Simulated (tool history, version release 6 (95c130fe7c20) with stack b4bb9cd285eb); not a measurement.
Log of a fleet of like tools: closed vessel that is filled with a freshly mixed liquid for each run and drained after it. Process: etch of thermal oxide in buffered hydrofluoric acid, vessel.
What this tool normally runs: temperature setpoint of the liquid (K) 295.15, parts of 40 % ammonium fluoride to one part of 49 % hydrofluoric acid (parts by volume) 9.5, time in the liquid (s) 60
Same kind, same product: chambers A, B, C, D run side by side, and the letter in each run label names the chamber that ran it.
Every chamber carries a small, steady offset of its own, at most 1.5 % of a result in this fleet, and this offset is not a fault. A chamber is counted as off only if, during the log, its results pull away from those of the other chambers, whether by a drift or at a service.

run	day	temperature setpoint of the liquid (K)	parts of 40 % ammonium fluoride to one part of 49 % hydrofluoric acid (parts by volume)	time in the liquid (s)	hours since the thermometer was replaced	hours since the hydrofluoric acid flow meter was replaced	read-back film thickness of the thermal oxide reference wafer, read on the same gauge (nm)	thickness taken off the thermal oxide on a monitor wafer (Å)
1A	0.129	295.15	9.5	60	21.7	1340.9	120	643.35
2B	0.275	295.15	9.5	60	397.8	542.1	119.98	636.05
3C	0.517	295.15	9.5	60	656.5	801.5	120.01	647.02
4D	0.729	295.15	9.5	60	591.3	290.1	120.01	644.1
5D	0.921	295.15	9.5	60	595.9	294.7	119.99	648.01
6A	1.162	295.15	9.5	60	46.5	1365.7	119.98	641.97
7C	1.288	295.15	9.5	60	675	820	120	625.01
8B	1.554	295.15	6	60	428.5	572.8	119.95	1002.2
9A	1.692	295.15	6	60	59.2	1378.4	119.96	988.45
10B	1.821	295.15	6	60	434.9	579.2	120.05	995.22
11D	2.042	295.15	6	60	622.8	321.6	120.06	998.25
12C	2.267	295.15	9.5	50	698.5	843.5	119.98	517.06
13A	2.388	295.15	9.5	50	75.9	1395.1	120	533.66
14D	2.6	295.15	9.5	50	636.2	335	119.94	533.1
15B	2.746	295.15	9.5	50	457.1	601.4	119.97	535.44
16C	2.983	298.65	7	60	715.7	860.7	120.03	990.94
17B	3.158	298.65	7	60	467	611.3	120.03	1050.9
18A	3.392	298.65	7	60	100	1419.2	119.99	1062.5
19D	3.521	298.65	7	60	658.3	357.1	120.04	1079.9
20C	3.696	295.15	9.5	60	732.8	877.8	119.97	598.52
21C	3.908	295.15	9.5	60	737.9	882.9	119.99	598.78
22B	4.104	295.15	9.5	60	489.7	634	120.03	630.98
23A	4.371	295.15	9.5	60	123.5	1442.7	119.98	642.32
24D	4.529	290.65	9.5	90	682.5	381.3	120.02	747.49
25A	4.646	290.65	9.5	90	130.1	1449.3	119.97	765.94

Predict what each chamber gives when all 4 of them run the settings below next.
26A	4.846	295.15	6	60				?
26B	4.846	295.15	6	60				?
26C	4.846	295.15	6	60				?
26D	4.846	295.15	6	60				?

run	thickness taken off the thermal oxide on a monitor wafer (Å)
26A	1017.6
26B	1009.2
26C	922.89
26D	1009.6

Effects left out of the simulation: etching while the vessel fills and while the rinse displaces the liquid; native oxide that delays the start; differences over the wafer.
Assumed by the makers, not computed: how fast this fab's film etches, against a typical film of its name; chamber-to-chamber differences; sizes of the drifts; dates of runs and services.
